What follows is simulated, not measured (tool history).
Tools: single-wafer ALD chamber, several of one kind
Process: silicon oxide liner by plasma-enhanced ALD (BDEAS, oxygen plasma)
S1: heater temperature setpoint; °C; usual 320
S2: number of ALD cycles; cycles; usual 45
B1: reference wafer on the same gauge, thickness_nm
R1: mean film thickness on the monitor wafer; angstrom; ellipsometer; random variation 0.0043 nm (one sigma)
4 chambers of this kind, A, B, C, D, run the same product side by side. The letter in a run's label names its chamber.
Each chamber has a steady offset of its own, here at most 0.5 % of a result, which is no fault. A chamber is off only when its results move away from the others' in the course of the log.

run 1D hour=11.4 | S1=320 S2=45 | B1=3.3211 | R1=40.685
run 2C hour=27.0 | S1=320 S2=45 | B1=3.3215 | R1=40.792
run 3B hour=39.7 | S1=320 S2=45 | B1=3.3203 | R1=40.785
run 4A hour=47.2 | S1=320 S2=45 | B1=3.3219 | R1=40.706
run 5D hour=54.7 | S1=320 S2=45 | B1=3.3223 | R1=40.690
run 6B hour=68.4 | S1=320 S2=45 | B1=3.3228 | R1=40.792
run 7A hour=77.9 | S1=320 S2=53 | B1=3.3225 | R1=48.033
run 8C hour=92.1 | S1=320 S2=53 | B1=3.3238 | R1=48.016
run 9C hour=100.8 | S1=320 S2=53 | B1=3.3233 | R1=48.031
run 10D hour=115.8 | S1=320 S2=53 | B1=3.3235 | R1=47.889
run 11B hour=126.1 | S1=320 S2=45 | B1=3.3245 | R1=40.836
run 12A hour=139.8 | S1=320 S2=45 | B1=3.3250 | R1=40.733
-- hour=142.0 chamber C: thermocouple changed; heater temperature recalibrated
run 13D hour=153.3 | S1=320 S2=45 | B1=3.3253 | R1=40.742
run 14A hour=164.6 | S1=320 S2=45 | B1=3.3258 | R1=40.731
run 15C hour=177.0 | S1=320 S2=45 | B1=3.3260 | R1=40.835
-- hour=189.8 chamber B: thermocouple changed; heater temperature recalibrated
run 16B hour=192.5 | S1=320 S2=45 | B1=3.3259 | R1=40.854
run 17A hour=208.6 | S1=320 S2=45 | B1=3.3268 | R1=40.710
run 18D hour=218.6 | S1=320 S2=45 | B1=3.3273 | R1=40.762
run 19B hour=228.2 | S1=320 S2=45 | B1=3.3274 | R1=40.917
run 20C hour=244.4 | S1=320 S2=45 | B1=3.3278 | R1=40.820
run 21C hour=253.7 | S1=320 S2=45 | B1=3.3285 | R1=40.878
run 22A hour=261.1 | S1=320 S2=45 | B1=3.3287 | R1=40.735
run 23D hour=270.0 | S1=320 S2=45 | B1=3.3281 | R1=40.756
run 24B hour=286.1 | S1=320 S2=45 | B1=3.3301 | R1=40.919
run 25C hour=296.4 | S1=320 S2=45 | B1=3.3295 | R1=40.843
run 26B hour=310.9 | S1=310 S2=51 | B1=3.3301 | R1=47.017
run 27D hour=325.1 | S1=310 S2=51 | B1=3.3308 | R1=46.875
run 28A hour=332.9 | S1=310 S2=51 | B1=3.3308 | R1=46.976
run 29B hour=349.0 | S1=310 S2=51 | B1=3.3313 | R1=47.024
run 30C hour=358.0 | S1=320 S2=50 | B1=3.3317 | R1=45.475
run 31A hour=365.7 | S1=320 S2=50 | B1=3.3323 | R1=45.365
run 32D hour=379.1 | S1=320 S2=50 | B1=3.3323 | R1=45.482
-- hour=384.7 chamber A: thermocouple changed; heater temperature recalibrated
run 33D hour=390.6 | S1=320 S2=50 | B1=3.3323 | R1=45.345
run 34A hour=402.6 | S1=320 S2=45 | B1=3.3331 | R1=40.792
run 35C hour=412.7 | S1=320 S2=45 | B1=3.3340 | R1=40.988
run 36B hour=428.1 | S1=320 S2=45 | B1=3.3341 | R1=40.979

What goes on in this fleet: one chamber off, a drifting gauge, or nothing beyond the chambers' own small offsets? Name the chamber and the cause, if any.

The gauge drifts, so all chambers seem to drift together. No chamber is off.
Cause: gauge reads high (%) = 0.433.
